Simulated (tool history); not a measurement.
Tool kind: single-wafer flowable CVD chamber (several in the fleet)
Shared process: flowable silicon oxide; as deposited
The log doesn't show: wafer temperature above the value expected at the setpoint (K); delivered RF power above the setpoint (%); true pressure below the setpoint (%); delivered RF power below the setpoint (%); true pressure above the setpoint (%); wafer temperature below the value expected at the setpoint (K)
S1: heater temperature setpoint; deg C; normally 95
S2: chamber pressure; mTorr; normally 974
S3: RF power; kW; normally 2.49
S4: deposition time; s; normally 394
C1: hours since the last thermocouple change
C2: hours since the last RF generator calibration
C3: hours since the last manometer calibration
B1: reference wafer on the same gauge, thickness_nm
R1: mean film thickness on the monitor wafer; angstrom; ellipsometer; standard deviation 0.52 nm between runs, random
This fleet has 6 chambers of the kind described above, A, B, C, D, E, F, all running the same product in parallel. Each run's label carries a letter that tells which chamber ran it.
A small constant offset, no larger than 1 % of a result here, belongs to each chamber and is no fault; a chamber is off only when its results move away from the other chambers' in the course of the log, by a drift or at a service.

| run | day | S1 | S2 | S3 | S4 | C1 | C2 | C3 | B1 | R1 |
|---|---|---|---|---|---|---|---|---|---|---|
|  | 0.308 | chamber E: thermocouple changed; heater temperature recalibrated |
| 1D | 0.425 | 95 | 974 | 2.49 | 394 | 97.7 | 745.7 | 415.3 | 323 | 3747.8 |
| 2E | 0.729 | 95 | 974 | 2.49 | 394 | 10.2 | 1032.7 | 2614.3 | 323.12 | 3725.3 |
| 3C | 1.246 | 95 | 974 | 2.49 | 394 | 456.9 | 487.4 | 985.7 | 323.19 | 3734 |
| 4A | 1.712 | 95 | 974 | 2.49 | 394 | 632.4 | 404.2 | 452.1 | 323.19 | 3755.5 |
| 5B | 2.088 | 95 | 974 | 2.49 | 394 | 209.4 | 904.9 | 1198.5 | 323.13 | 3758.5 |
| 6F | 2.562 | 95 | 1142 | 2.49 | 360 | 218.2 | 1318.5 | 456.7 | 323.15 | 4086.3 |
|  | 2.675 | chamber E: capacitance manometer re-zeroed and calibrated |
| 7C | 3.042 | 95 | 1142 | 2.49 | 360 | 500 | 530.5 | 1028.8 | 323.31 | 4094.7 |
| 8B | 3.583 | 95 | 1142 | 2.49 | 360 | 245.3 | 940.8 | 1234.4 | 323.41 | 4156 |
| 9D | 4.012 | 95 | 1142 | 2.49 | 360 | 183.8 | 831.8 | 501.4 | 323.28 | 4116.4 |
| 10E | 4.342 | 95 | 1142 | 2.49 | 360 | 96.9 | 1119.4 | 40.1 | 323.43 | 4126.1 |
| 11A | 4.85 | 95 | 1142 | 2.49 | 360 | 707.7 | 479.5 | 527.4 | 323.48 | 4118.8 |
| 12F | 5.162 | 95 | 974 | 2.49 | 394 | 280.6 | 1380.9 | 519.1 | 323.57 | 3718.9 |
| 13A | 5.796 | 95 | 974 | 2.49 | 394 | 730.4 | 502.2 | 550.1 | 323.55 | 3749.2 |
| 14D | 6.258 | 95 | 974 | 2.49 | 394 | 237.7 | 885.7 | 555.3 | 323.61 | 3765.3 |
| 15E | 6.625 | 95 | 974 | 2.855 | 394 | 151.7 | 1174.2 | 94.9 | 323.56 | 3793.9 |
| 16F | 7.167 | 95 | 974 | 2.855 | 394 | 328.7 | 1429 | 567.2 | 323.69 | 3777.9 |
| 17B | 7.483 | 95 | 974 | 2.855 | 394 | 338.9 | 1034.4 | 1328 | 323.62 | 3817.3 |
| 18C | 7.958 | 95 | 974 | 2.855 | 394 | 618 | 648.5 | 1146.8 | 323.76 | 3794.6 |
| 19A | 8.246 | 95 | 974 | 2.855 | 394 | 789.2 | 561 | 608.9 | 323.71 | 3814.6 |
| 20E | 8.842 | 95 | 974 | 2.855 | 394 | 204.9 | 1227.4 | 148.1 | 323.86 | 3803.7 |
| 21C | 9.404 | 95 | 974 | 2.49 | 394 | 652.7 | 683.2 | 1181.5 | 323.85 | 3737 |
| 22D | 10.029 | 95 | 1182 | 2.785 | 394 | 328.2 | 976.2 | 645.8 | 323.99 | 4750.9 |
| 23F | 10.488 | 95 | 1182 | 2.785 | 394 | 408.4 | 1508.7 | 646.9 | 323.93 | 4711.1 |
| 24B | 10.942 | 95 | 1182 | 2.785 | 394 | 421.9 | 1117.4 | 1411 | 324.13 | 4794.3 |
| 25C | 11.242 | 95 | 1182 | 2.785 | 394 | 696.8 | 727.3 | 1225.6 | 324.13 | 4734.3 |
| 26E | 11.721 | 95 | 1182 | 2.785 | 394 | 274 | 1296.5 | 217.2 | 324.14 | 4754.2 |
| 27D | 12.083 | 95 | 1182 | 2.785 | 394 | 377.5 | 1025.5 | 695.1 | 324.09 | 4759.6 |
| 28B | 12.483 | 95 | 974 | 2.49 | 394 | 458.9 | 1154.4 | 1448 | 324.17 | 3764.6 |
|  | 12.658 | chamber A: thermocouple changed; heater temperature recalibrated |
| 29A | 12.854 | 95 | 974 | 2.49 | 394 | 4.7 | 671.6 | 719.5 | 324.32 | 3753.3 |
| 30F | 13.421 | 95 | 974 | 2.49 | 394 | 478.8 | 1579.1 | 717.3 | 324.21 | 3725.2 |
| 31E | 13.833 | 95 | 974 | 2.49 | 394 | 324.7 | 1347.2 | 267.9 | 324.42 | 3745 |
| 32D | 14.179 | 81 | 974 | 2.855 | 394 | 427.8 | 1075.8 | 745.4 | 324.43 | 5933.3 |
| 33C | 14.792 | 81 | 974 | 2.855 | 394 | 782 | 812.5 | 1310.8 | 324.4 | 5896.3 |
| 34A | 15.196 | 81 | 974 | 2.855 | 394 | 60.9 | 727.8 | 775.7 | 324.34 | 5888.8 |
| 35B | 15.5 | 81 | 974 | 2.855 | 394 | 531.3 | 1226.8 | 1520.4 | 324.44 | 5958 |
| 36F | 16.121 | 81 | 974 | 2.855 | 394 | 543.6 | 1643.9 | 782.1 | 324.57 | 5895.9 |
| 37E | 16.733 | 81 | 974 | 2.855 | 394 | 394.3 | 1416.8 | 337.5 | 324.64 | 5876.6 |
| 38C | 17.033 | 95 | 974 | 2.49 | 394 | 835.8 | 866.3 | 1364.6 | 324.76 | 3759.8 |
| 39D | 17.625 | 95 | 974 | 2.49 | 394 | 510.5 | 1158.5 | 828.1 | 324.63 | 3782.6 |
| 40B | 18.104 | 95 | 974 | 2.49 | 394 | 593.8 | 1289.3 | 1582.9 | 324.75 | 3788.4 |
| 41F | 18.688 | 95 | 974 | 2.49 | 394 | 605.2 | 1705.5 | 843.7 | 324.89 | 3735.6 |

All chambers now run identical settings, listed one chamber a line with results as question marks. What results will each chamber show?
| 42A | 19.154 | 95 | 974 | 2.49 | 423 |  |  |  |  | ? |
| 42B | 19.154 | 95 | 974 | 2.49 | 423 |  |  |  |  | ? |
| 42C | 19.154 | 95 | 974 | 2.49 | 423 |  |  |  |  | ? |
| 42D | 19.154 | 95 | 974 | 2.49 | 423 |  |  |  |  | ? |
| 42E | 19.154 | 95 | 974 | 2.49 | 423 |  |  |  |  | ? |
| 42F | 19.154 | 95 | 974 | 2.49 | 423 |  |  |  |  | ? |

| run | R1 |
|---|---|
| 42A | 4039.3 |
| 42B | 4048.9 |
| 42C | 4019.6 |
| 42D | 4058.5 |
| 42E | 4033.7 |
| 42F | 4005.2 |
